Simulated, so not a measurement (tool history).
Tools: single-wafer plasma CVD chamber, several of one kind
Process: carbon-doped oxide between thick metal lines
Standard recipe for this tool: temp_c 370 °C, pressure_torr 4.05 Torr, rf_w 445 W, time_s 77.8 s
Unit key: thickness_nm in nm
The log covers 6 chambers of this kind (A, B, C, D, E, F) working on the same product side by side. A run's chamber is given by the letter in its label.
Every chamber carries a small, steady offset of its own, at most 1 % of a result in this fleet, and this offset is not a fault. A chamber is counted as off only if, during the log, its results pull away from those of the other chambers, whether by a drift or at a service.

run   hour  temp_c  pressure_torr  rf_w  time_s  hours since the last thermocouple change  hours since the last RF generator calibration  hours since the last manometer calibration  read-back reference wafer on the same gauge, thickness_nm  thickness_nm
 1E    7.9     370           4.05   445    77.8                                     767.3                                         1400.5                                       390.8                                                     336.86        336.73
 2D   14.4     370           4.05   445    77.8                                     406.5                                          322.1                                       671.8                                                     336.88        339.21
 3F   18.9     370           4.05   445    77.8                                    1450.5                                          537.3                                      1570.7                                                     336.89        337.53
 4A   24.2     370           4.05   445    77.8                                      78.6                                         1476.0                                      2465.1                                                     336.78        334.89
 5B   30.2     360           4.05   445    83.6                                     916.1                                         1026.8                                       719.1                                                     336.82        371.86
 6C   36.3     360           4.05   445    83.6                                    1339.4                                          555.4                                      1830.6                                                     336.87        369.94
 7E   45.4     360           4.05   445    83.6                                     804.8                                         1438.0                                       428.3                                                     336.61        368.68
 8D   50.6     360           4.05   445    83.6                                     442.7                                          358.3                                       708.0                                                     336.66        372.98
      55.0  -- chamber B: RF generator calibrated
      56.7  -- chamber A: capacitance manometer re-zeroed and calibrated
 9C   57.1     360           4.05   445    83.6                                    1360.2                                          576.2                                      1851.4                                                     336.41        369.41
10F   63.3     360           4.05   445    83.6                                    1494.9                                          581.7                                      1615.1                                                     336.54        371.15
11A   71.9     370           4.05   445    77.8                                     126.3                                         1523.7                                        15.2                                                     336.39        335.52
12B   80.7     370           4.05   445    77.8                                     966.6                                           25.7                                       769.6                                                     336.41        337.97
13D   88.9     370           4.05   445    77.8                                     481.0                                          396.6                                       746.3                                                     336.19        340.18
      98.6  -- chamber F: thermocouple changed; heater temperature recalibrated
14B   98.8     370           4.05   445    77.8                                     984.7                                           43.8                                       787.7                                                     336.20        337.86
15C  105.4     370           3.26   445    71.9                                    1408.5                                          624.5                                      1899.7                                                     336.14        301.65
16E  111.3     370           3.26   445    71.9                                     870.7                                         1503.9                                       494.2                                                     336.01        300.85
17A  116.8     370           3.26   445    71.9                                     171.2                                         1568.6                                        60.1                                                     336.12        300.66
18F  125.7     370           3.26   445    71.9                                      27.1                                          644.1                                      1677.5                                                     336.01        303.80
19B  134.6     370           3.26   445    71.9                                    1020.5                                           79.6                                       823.5                                                     336.00        303.72
20E  144.6     370           3.26   445    71.9                                     904.0                                         1537.2                                       527.5                                                     335.77        301.85
21D  151.1     370           4.05   445    77.8                                     543.2                                          458.8                                       808.5                                                     336.03        339.96
     155.4  -- chamber C: thermocouple changed; heater temperature recalibrated
22C  156.5     370           4.05   445    93.0                                       1.1                                          675.6                                      1950.8                                                     335.62        400.50
23F  164.0     370           4.05   445    93.0                                      65.4                                          682.4                                      1715.8                                                     335.80        402.53
24A  173.9     370           4.05   445    93.0                                     228.3                                         1625.7                                       117.2                                                     335.63        399.89
25A  178.6     370           4.05   445    93.0                                     233.0                                         1630.4                                       121.9                                                     335.63        400.95
     182.6  -- chamber E: RF generator calibrated
26C  183.3     370           4.05   445    93.0                                      27.9                                          702.4                                      1977.6                                                     335.52        399.62
27B  189.7     370           4.05   445    93.0                                    1075.6                                          134.7                                       878.6                                                     335.40        401.95
28E  197.9     370           4.05   445    77.8                                     957.3                                           15.3                                       580.8                                                     335.37        335.25
29D  205.0     370           4.05   445    77.8                                     597.1                                          512.7                                       862.4                                                     335.62        338.42
30F  213.9     370           4.05   445    77.8                                     115.3                                          732.3                                      1765.7                                                     335.40        335.79
31B  220.1     370           4.05   505    65.1                                    1106.0                                          165.1                                       909.0                                                     335.22        306.88
32C  225.3     370           4.05   505    65.1                                      69.9                                          744.4                                      2019.6                                                     335.28        304.27
33E  233.6     370           4.05   505    65.1                                     993.0                                           51.0                                       616.5                                                     335.02        303.96
34A  242.3     370           4.05   505    65.1                                     296.7                                         1694.1                                       185.6                                                     335.14        303.87
35F  252.2     370           4.05   505    65.1                                     153.6                                          770.6                                      1804.0                                                     335.08        305.65
36D  261.0     370           4.05   505    65.1                                     653.1                                          568.7                                       918.4                                                     334.99        307.28
37B  270.9     359           4.05   445    77.8                                    1156.8                                          215.9                                       959.8                                                     335.00        344.51
38E  277.1     359           4.05   445    77.8                                    1036.5                                           94.5                                       660.0                                                     334.82        342.83
39C  284.2     359           4.05   445    77.8                                     128.8                                          803.3                                      2078.5                                                     334.85        343.05
40F  288.9     359           4.05   445    77.8                                     190.3                                          807.3                                      1840.7                                                     334.81        344.27

Has any chamber moved away from the others, gradually or after a service, or does the common gauge drift, or do the chambers differ only by their own small steady offsets? State the chamber and the most likely cause if one applies.

The gauge drifts, so all chambers seem to drift together. No chamber is off.
Most likely cause: gauge reads low (%) = 0.676.
